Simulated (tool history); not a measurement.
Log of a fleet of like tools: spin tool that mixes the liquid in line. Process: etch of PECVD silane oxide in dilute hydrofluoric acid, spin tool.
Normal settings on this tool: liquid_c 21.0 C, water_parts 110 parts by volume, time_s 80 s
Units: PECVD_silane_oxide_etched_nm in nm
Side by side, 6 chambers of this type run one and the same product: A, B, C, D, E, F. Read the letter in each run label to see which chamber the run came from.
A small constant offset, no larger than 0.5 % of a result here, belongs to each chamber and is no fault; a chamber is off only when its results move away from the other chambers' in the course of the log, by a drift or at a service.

run	hour	liquid_c	water_parts	time_s	hours since the thermometer was replaced	hours since the hydrofluoric acid flow meter was replaced	read-back film thickness of the PECVD silane oxide reference wafer, read on the same gauge (nm)	PECVD_silane_oxide_etched_nm
1D	9.6	21.0	110	80	2059.7	472.0	30.002	9.5435
2B	17.2	21.0	110	80	852.9	585.5	30.001	9.6841
3E	26.4	21.0	110	80	871.9	489.9	30.002	9.5694
4F	36.3	21.0	110	80	68.3	1743.5	30.000	9.5970
5C	43.7	21.0	110	80	835.6	141.1	30.018	9.5758
# hour 52.1: chamber F: hydrofluoric acid flow meter replaced
6A	54.3	21.0	110	80	147.3	150.9	30.007	9.5655
7A	60.8	21.0	110	80	153.8	157.4	29.991	9.5145
8D	69.4	21.0	110	80	2119.5	531.8	30.005	9.6459
9E	75.9	21.0	110	80	921.4	539.4	30.001	9.5540
10C	84.9	21.0	110	80	876.8	182.3	30.004	9.5785
11B	95.7	21.0	110	80	931.4	664.0	30.022	9.6605
12F	106.8	21.0	110	80	138.8	54.7	30.001	9.5983
13D	116.5	21.0	110	80	2166.6	578.9	30.016	9.5958
14F	121.6	21.0	110	80	153.6	69.5	29.985	9.6266
15A	129.4	21.0	110	80	222.4	226.0	29.998	9.5270
16E	134.5	21.0	110	80	980.0	598.0	29.996	9.6413
17B	141.6	21.0	110	80	977.3	709.9	30.015	9.6054
18C	147.2	21.0	110	80	939.1	244.6	29.988	9.5941
19E	155.8	21.0	110	80	1001.3	619.3	30.018	9.5697
20F	163.2	21.0	110	80	195.2	111.1	30.018	9.6010
21C	174.1	21.0	110	80	966.0	271.5	29.994	9.6758
22B	179.6	21.0	110	80	1015.3	747.9	29.998	9.6554
23A	188.6	21.0	110	80	281.6	285.2	30.002	9.5003
24D	197.2	21.0	110	80	2247.3	659.6	30.024	9.5815
25F	205.6	21.0	110	80	237.6	153.5	29.982	9.5027
26C	211.7	21.0	110	80	1003.6	309.1	30.019	9.5566
27B	218.2	25.0	55	80	1053.9	786.5	30.005	23.9750
28A	228.9	25.0	55	80	321.9	325.5	30.006	23.8860
29E	239.1	25.0	55	80	1084.6	702.6	29.989	24.6880
30D	246.6	25.0	55	80	2296.7	709.0	30.001	24.1450
31C	253.6	25.0	55	80	1045.5	351.0	29.999	24.7680
32B	262.3	25.0	55	80	1098.0	830.6	30.002	23.9600
33F	269.0	21.0	110	80	301.0	216.9	30.000	9.5113
34E	279.0	21.0	110	80	1124.5	742.5	29.981	9.6270
35A	284.3	21.0	110	80	377.3	380.9	29.989	9.4859
36D	293.0	21.0	110	80	2343.1	755.4	29.991	9.6040
37D	299.7	21.0	110	80	2349.8	762.1	30.027	9.6071
38A	305.9	21.0	125	120	398.9	402.5	29.992	12.3600
39E	311.0	21.0	125	120	1156.5	774.5	29.990	12.4000

Next, all 6 chambers run the settings below, one line each with question marks for the results. What does each chamber give?
40A	319.0	24.5	110	80				?
40B	319.0	24.5	110	80				?
40C	319.0	24.5	110	80				?
40D	319.0	24.5	110	80				?
40E	319.0	24.5	110	80				?
40F	319.0	24.5	110	80				?

run	PECVD_silane_oxide_etched_nm
40A	10.9400
40B	10.9830
40C	11.0900
40D	11.0070
40E	11.0740
40F	11.0530

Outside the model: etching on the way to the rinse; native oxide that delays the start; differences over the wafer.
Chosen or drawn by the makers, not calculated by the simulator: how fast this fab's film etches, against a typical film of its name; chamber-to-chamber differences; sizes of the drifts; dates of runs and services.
